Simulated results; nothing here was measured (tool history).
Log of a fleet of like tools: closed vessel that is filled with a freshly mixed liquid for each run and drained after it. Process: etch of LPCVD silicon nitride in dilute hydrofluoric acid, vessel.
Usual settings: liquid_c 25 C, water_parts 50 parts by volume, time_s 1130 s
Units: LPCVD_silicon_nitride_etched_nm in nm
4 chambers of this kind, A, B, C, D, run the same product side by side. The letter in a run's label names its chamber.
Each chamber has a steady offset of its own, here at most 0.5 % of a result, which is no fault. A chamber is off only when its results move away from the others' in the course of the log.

| run | hour | liquid_c | water_parts | time_s | hours since the thermometer was replaced | hours since the hydrofluoric acid flow meter was replaced | read-back film thickness of the LPCVD silicon nitride reference wafer, read on the same gauge (nm) | LPCVD_silicon_nitride_etched_nm |
|---|---|---|---|---|---|---|---|---|
| 1A | 7.2 | 25 | 50 | 1130 | 22 | 781.2 | 49.999 | 10.65 |
| 2C | 15.1 | 25 | 50 | 1130 | 1104.3 | 577.2 | 49.998 | 10.785 |
| 3B | 30.4 | 25 | 50 | 1130 | 634.8 | 180.5 | 49.981 | 10.625 |
| 4D | 39 | 25 | 50 | 1130 | 537 | 414.1 | 49.99 | 10.795 |
| 5B | 50 | 25 | 50 | 1455 | 654.4 | 200.1 | 49.998 | 13.774 |
| 6C | 63.6 | 25 | 50 | 1455 | 1152.8 | 625.7 | 49.995 | 13.857 |
| 7A | 73.4 | 25 | 50 | 1455 | 88.2 | 847.4 | 49.992 | 13.873 |
| 8D | 80.5 | 25 | 50 | 1455 | 578.5 | 455.6 | 50.001 | 13.636 |
| 9A | 95 | 25 | 50 | 1130 | 109.8 | 869 | 50.019 | 10.576 |
| 10D | 106.8 | 25 | 50 | 1130 | 604.8 | 481.9 | 49.991 | 10.64 |
| 11C | 121.7 | 29 | 50 | 1130 | 1210.9 | 683.8 | 49.99 | 14.045 |
|  | 130.3 | chamber D: thermometer replaced |
| 12B | 135.7 | 29 | 50 | 1130 | 740.1 | 285.8 | 50.012 | 13.907 |
| 13A | 144.6 | 29 | 50 | 1130 | 159.4 | 918.6 | 50.01 | 14.055 |
| 14C | 159.4 | 29 | 50 | 1130 | 1248.6 | 721.5 | 49.992 | 14.152 |
| 15D | 171.3 | 25 | 50 | 1130 | 41.1 | 546.4 | 50.025 | 10.73 |
| 16B | 182.8 | 25 | 50 | 1130 | 787.2 | 332.9 | 50.018 | 10.764 |
| 17B | 190.6 | 25 | 50 | 1130 | 795 | 340.7 | 50.019 | 10.6 |
| 18A | 202.9 | 25 | 50 | 1130 | 217.7 | 976.9 | 49.988 | 10.966 |
| 19D | 209.9 | 25 | 50 | 1130 | 79.7 | 585 | 49.994 | 10.776 |
| 20C | 217.1 | 25 | 50 | 1130 | 1306.3 | 779.2 | 49.995 | 10.716 |
| 21B | 226.2 | 25 | 50 | 1130 | 830.6 | 376.3 | 49.998 | 10.844 |
| 22A | 238.9 | 25 | 50 | 1130 | 253.7 | 1012.9 | 49.989 | 10.9 |
| 23C | 249.5 | 25 | 50 | 1130 | 1338.7 | 811.6 | 50.011 | 10.732 |
| 24D | 258 | 25 | 50 | 1130 | 127.8 | 633.1 | 50.002 | 10.706 |
| 25C | 270.7 | 22.5 | 35 | 1130 | 1359.9 | 832.8 | 49.994 | 12.728 |
| 26A | 281 | 22.5 | 35 | 1130 | 295.8 | 1055 | 50.012 | 13.308 |
| 27D | 289.5 | 22.5 | 35 | 1130 | 159.3 | 664.6 | 50 | 12.764 |
| 28B | 300.7 | 22.5 | 35 | 1130 | 905.1 | 450.8 | 50.004 | 12.598 |
| 29A | 313.1 | 25 | 50 | 1130 | 327.9 | 1087.1 | 49.996 | 11.161 |
| 30C | 320.7 | 25 | 50 | 1130 | 1409.9 | 882.8 | 49.993 | 10.725 |
| 31B | 332.5 | 22.5 | 25 | 1130 | 936.9 | 482.6 | 50.003 | 17.504 |
| 32D | 347.4 | 22.5 | 25 | 1130 | 217.2 | 722.5 | 50.008 | 17.287 |
| 33D | 356.2 | 22.5 | 25 | 1130 | 226 | 731.3 | 50.002 | 17.37 |
| 34C | 369.5 | 22.5 | 25 | 1130 | 1458.7 | 931.6 | 50.009 | 18.022 |
| 35B | 377.7 | 25 | 50 | 1130 | 982.1 | 527.8 | 49.993 | 10.734 |
| 36A | 384.5 | 25 | 50 | 1130 | 399.3 | 1158.5 | 49.998 | 11.26 |
| 37B | 396 | 25 | 25 | 1705 | 1000.4 | 546.1 | 49.994 | 30.754 |
| 38D | 404.3 | 25 | 25 | 1705 | 274.1 | 779.4 | 50.001 | 31.48 |
| 39C | 417.8 | 25 | 25 | 1705 | 1507 | 979.9 | 50.014 | 31.963 |
| 40A | 425.7 | 25 | 25 | 1705 | 440.5 | 1199.7 | 50.001 | 34.603 |
| 41A | 433.8 | 25 | 40 | 1130 | 448.6 | 1207.8 | 49.996 | 14.643 |
| 42D | 442.5 | 25 | 40 | 1130 | 312.3 | 817.6 | 50.002 | 13.32 |
| 43C | 451.3 | 25 | 40 | 1130 | 1540.5 | 1013.4 | 50.01 | 13.454 |

What goes on in this fleet: one chamber off, a drifting gauge, or nothing beyond the chambers' own small offsets? Name the chamber and the cause, if any.

Chamber A drifts away from the others.
Cause: hydrofluoric acid flow above the setpoint (%) = 10.6.
The log may not tell that from: liquid hotter than its thermometer reads (K).

Here are 4 candidates for chamber A's next run, each the usual settings with a change, their results left as question marks. Which one brings its results back in line with what the others give on the usual settings?
In line means no further than this from the other chambers' mean on the usual settings: LPCVD_silicon_nitride_etched_nm 0.31 nm
| 44A-1 | 462.5 | 25.5 | 50 | 1195 |  |  |  | ? |
| 44A-2 | 462.5 | 25 | 50 | 1085 |  |  |  | ? |
| 44A-3 | 462.5 | 24.5 | 50 | 1050 |  |  |  | ? |
| 44A-4 | 462.5 | 25 | 50 | 1180 |  |  |  | ? |

The other chambers' mean on the usual settings: LPCVD_silicon_nitride_etched_nm 10.722 nm
| run | LPCVD_silicon_nitride_etched_nm |
|---|---|
| 44A-1 | 12.957 |
| 44A-2 | 11.384 |
| 44A-3 | 10.66 |
| 44A-4 | 12.381 |
44A-3 brings the chamber back in line.

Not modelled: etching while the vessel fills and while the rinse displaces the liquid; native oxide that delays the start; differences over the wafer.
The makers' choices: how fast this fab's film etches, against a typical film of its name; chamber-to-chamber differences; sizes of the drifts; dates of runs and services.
